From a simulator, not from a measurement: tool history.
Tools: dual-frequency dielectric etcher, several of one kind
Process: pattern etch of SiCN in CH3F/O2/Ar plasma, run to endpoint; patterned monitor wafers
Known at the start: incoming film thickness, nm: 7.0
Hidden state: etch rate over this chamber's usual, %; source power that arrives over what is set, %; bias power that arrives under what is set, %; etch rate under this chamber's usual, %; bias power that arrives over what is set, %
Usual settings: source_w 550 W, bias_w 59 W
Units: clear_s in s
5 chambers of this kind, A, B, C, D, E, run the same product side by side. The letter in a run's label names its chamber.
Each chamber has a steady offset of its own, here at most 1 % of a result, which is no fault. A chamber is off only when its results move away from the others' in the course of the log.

run	hour	source_w	bias_w	hours since the last wet clean	hours since the last source power generator calibration	hours since the last bias power generator calibration	clear_s
1B	3.4	550	59	322.9	624.5	1647.3	17.665
# hour 5.9: chamber D: wet clean of the chamber
2A	6.8	550	59	294.5	589.2	1605.4	17.771
3C	11.5	550	59	115.1	1880.2	374.2	17.379
4D	13.9	550	59	8.0	1327.2	773.9	17.934
5E	16.4	550	59	270.0	1537.3	843.2	17.635
6B	21.3	550	59	340.8	642.4	1665.2	17.760
7A	24.9	550	59	312.6	607.3	1623.5	17.811
# hour 28.9: chamber D: source power generator calibrated
8E	29.3	550	59	282.9	1550.2	856.1	17.449
9D	32.6	550	59	26.7	3.8	792.6	17.415
10C	35.6	550	59	139.2	1904.3	398.3	17.571
11E	40.2	550	59	293.8	1561.1	867.0	17.482
12B	43.8	550	59	363.3	664.9	1687.7	17.873
13D	48.7	550	59	42.8	19.9	808.7	17.706
14A	51.7	550	59	339.4	634.1	1650.3	17.569
15C	56.7	550	59	160.3	1925.4	419.4	17.727
16D	61.3	550	59	55.4	32.5	821.3	17.689
17A	66.2	660	59	353.9	648.6	1664.8	16.537
18C	70.5	660	59	174.1	1939.2	433.2	16.483
# hour 75.0: chamber A: wet clean of the chamber
19B	75.4	660	59	394.9	696.5	1719.3	16.522
20E	78.8	660	59	332.4	1599.7	905.6	16.458
21A	82.2	660	59	7.3	664.6	1680.8	16.536
22D	84.8	550	59	78.9	56.0	844.8	17.575
23C	89.8	550	59	193.4	1958.5	452.5	17.674
24E	93.5	550	59	347.1	1614.4	920.3	17.346
25B	95.9	650	59	415.4	717.0	1739.8	16.547
26A	100.0	650	59	25.1	682.4	1698.6	16.421
27D	105.1	650	59	99.2	76.3	865.1	16.774
28E	108.5	650	59	362.1	1629.4	935.3	16.338
29C	111.8	650	59	215.4	1980.5	474.5	16.474
30B	116.6	550	59	436.1	737.7	1760.5	17.810
31C	120.6	550	59	224.2	1989.3	483.3	17.600
32A	124.3	550	59	49.4	706.7	1722.9	17.657
33B	128.2	550	59	447.7	749.3	1772.1	17.860
34E	133.1	500	68	386.7	1654.0	959.9	17.347
35D	137.3	500	68	131.4	108.5	897.3	17.544
36B	140.3	500	68	459.8	761.4	1784.2	17.602

Next, every chamber runs the same settings. What will each give?
37A	144.0	550	59				?
37B	144.0	550	59				?
37C	144.0	550	59				?
37D	144.0	550	59				?
37E	144.0	550	59				?

run	clear_s
37A	17.700
37B	17.914
37C	17.537
37D	17.723
37E	17.506
